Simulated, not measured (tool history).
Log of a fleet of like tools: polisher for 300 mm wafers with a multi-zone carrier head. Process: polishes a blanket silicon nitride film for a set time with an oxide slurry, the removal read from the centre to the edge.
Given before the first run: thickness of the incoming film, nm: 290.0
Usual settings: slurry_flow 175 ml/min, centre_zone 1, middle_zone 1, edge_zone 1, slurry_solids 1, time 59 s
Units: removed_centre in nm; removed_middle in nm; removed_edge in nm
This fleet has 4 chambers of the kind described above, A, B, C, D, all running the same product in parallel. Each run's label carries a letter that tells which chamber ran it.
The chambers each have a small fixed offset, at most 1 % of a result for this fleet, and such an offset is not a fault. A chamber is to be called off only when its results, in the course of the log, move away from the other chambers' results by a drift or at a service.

Run 1A, hour 4.3: usual settings. Result: removed_centre 58.89 nm, removed_middle 57.958 nm, removed_edge 58.018 nm.
Run 2B, hour 8.8: usual settings. Result: removed_centre 58.356 nm, removed_middle 58.218 nm, removed_edge 57.636 nm.
At hour 12.5: chamber A: worn pad replaced by a new one.
Run 3D, hour 13.2: usual settings. Result: removed_centre 57.793 nm, removed_middle 58.971 nm, removed_edge 59.465 nm.
Run 4C, hour 17.2: usual settings. Result: removed_centre 58.219 nm, removed_middle 59.048 nm, removed_edge 58.181 nm.
Run 5A, hour 21.8: usual settings. Result: removed_centre 59.322 nm, removed_middle 58.158 nm, removed_edge 58.121 nm.
Run 6B, hour 24.8: usual settings but middle_zone 1.04. Result: removed_centre 58.193 nm, removed_middle 60.452 nm, removed_edge 59.214 nm.
Run 7C, hour 27.2: usual settings but middle_zone 1.04. Result: removed_centre 58.535 nm, removed_middle 61.077 nm, removed_edge 58.11 nm.
Run 8D, hour 30.9: usual settings but middle_zone 1.04. Result: removed_centre 58.306 nm, removed_middle 61.147 nm, removed_edge 58.683 nm.
Run 9B, hour 34: usual settings but middle_zone 1.04. Result: removed_centre 57.851 nm, removed_middle 60.401 nm, removed_edge 58.147 nm.
Run 10D, hour 38.8: usual settings. Result: removed_centre 57.893 nm, removed_middle 58.606 nm, removed_edge 58.96 nm.
Run 11A, hour 42.2: usual settings but centre_zone 1.06, edge_zone 0.91. Result: removed_centre 62.43 nm, removed_middle 58.012 nm, removed_edge 54.784 nm.
At hour 45.7: chamber D: worn pad replaced by a new one.
At hour 45.9: chamber B: worn pad replaced by a new one.
Run 12C, hour 45.9: usual settings but centre_zone 1.06, edge_zone 0.91. Result: removed_centre 62.026 nm, removed_middle 58.38 nm, removed_edge 55.247 nm.
Run 13D, hour 50.3: usual settings but centre_zone 1.06, edge_zone 0.91. Result: removed_centre 61.712 nm, removed_middle 59.2 nm, removed_edge 56.148 nm.
Run 14A, hour 53.8: usual settings but centre_zone 1.06, edge_zone 0.91. Result: removed_centre 61.536 nm, removed_middle 57.597 nm, removed_edge 55.244 nm.
At hour 56.2: chamber B: centre zone pressure recalibrated.
Run 15B, hour 56.3: usual settings. Result: removed_centre 57.896 nm, removed_middle 57.121 nm, removed_edge 58.372 nm.
Run 16C, hour 61.1: usual settings. Result: removed_centre 58.2 nm, removed_middle 58.418 nm, removed_edge 58.032 nm.
At hour 63.7: chamber A: worn pad replaced by a new one.
At hour 64.8: chamber C: centre zone pressure recalibrated.
Run 17A, hour 65: usual settings. Result: removed_centre 58.934 nm, removed_middle 57.729 nm, removed_edge 57.477 nm.
Run 18B, hour 69.9: usual settings. Result: removed_centre 57.799 nm, removed_middle 57.578 nm, removed_edge 58.343 nm.
Run 19D, hour 74.9: usual settings but time 46 s. Result: removed_centre 45.445 nm, removed_middle 45.879 nm, removed_edge 45.554 nm.
Run 20C, hour 79.3: usual settings but time 46 s. Result: removed_centre 45.084 nm, removed_middle 45.866 nm, removed_edge 45.165 nm.
At hour 79.6: chamber C: worn pad replaced by a new one.
Run 21D, hour 82.5: usual settings but time 46 s. Result: removed_centre 45.305 nm, removed_middle 45.556 nm, removed_edge 45.488 nm.
Run 22C, hour 87.5: usual settings but time 46 s. Result: removed_centre 45.284 nm, removed_middle 45.042 nm, removed_edge 44.922 nm.
At hour 87.6: chamber B: slurry nozzle cleaned.
Run 23A, hour 90.2: usual settings. Result: removed_centre 59.437 nm, removed_middle 58.429 nm, removed_edge 58.113 nm.
Run 24B, hour 93.9: usual settings. Result: removed_centre 58.119 nm, removed_middle 57.585 nm, removed_edge 58.724 nm.
Run 25B, hour 96.8: usual settings. Result: removed_centre 58.093 nm, removed_middle 57.713 nm, removed_edge 57.271 nm.
At hour 100.6: chamber B: worn pad replaced by a new one.
Run 26C, hour 101.3: usual settings. Result: removed_centre 58.561 nm, removed_middle 58.677 nm, removed_edge 57.736 nm.
Run 27D, hour 105.4: usual settings. Result: removed_centre 58.743 nm, removed_middle 58.077 nm, removed_edge 58.774 nm.
Run 28A, hour 107.8: usual settings. Result: removed_centre 58.959 nm, removed_middle 58.29 nm, removed_edge 58.255 nm.
Run 29B, hour 110.7: usual settings. Result: removed_centre 57.582 nm, removed_middle 57.824 nm, removed_edge 58.074 nm.
At hour 114.3: chamber A: centre zone pressure recalibrated.
Run 30A, hour 114.3: usual settings. Result: removed_centre 58.643 nm, removed_middle 58.479 nm, removed_edge 58.804 nm.
At hour 117.3: chamber A: worn pad replaced by a new one.
At hour 117.5: chamber D: worn pad replaced by a new one.
Run 31D, hour 119.3: usual settings. Result: removed_centre 58.399 nm, removed_middle 58.571 nm, removed_edge 59.164 nm.
Run 32C, hour 123.9: usual settings. Result: removed_centre 58.122 nm, removed_middle 58.803 nm, removed_edge 58.024 nm.
Run 33B, hour 126.9: usual settings. Result: removed_centre 57.708 nm, removed_middle 58.012 nm, removed_edge 59.198 nm.
Run 34C, hour 131.6: usual settings. Result: removed_centre 57.713 nm, removed_middle 57.98 nm, removed_edge 58.112 nm.
Run 35A, hour 136.7: usual settings. Result: removed_centre 58.27 nm, removed_middle 58.086 nm, removed_edge 57.327 nm.
Run 36D, hour 140.6: usual settings. Result: removed_centre 58.006 nm, removed_middle 58.918 nm, removed_edge 59.191 nm.

Predict what each chamber gives when all 4 of them run the settings below next.
Run 37A, hour 144.2: usual settings. Result: removed_centre ?, removed_middle ?, removed_edge ?.
Run 37B, hour 144.2: usual settings. Result: removed_centre ?, removed_middle ?, removed_edge ?.
Run 37C, hour 144.2: usual settings. Result: removed_centre ?, removed_middle ?, removed_edge ?.
Run 37D, hour 144.2: usual settings. Result: removed_centre ?, removed_middle ?, removed_edge ?.

run  removed_centre  removed_middle  removed_edge
37A          59.177          57.481        58.759
37B          57.223          57.503         58.56
37C          57.491           58.66        57.812
37D          57.539          58.816         58.42
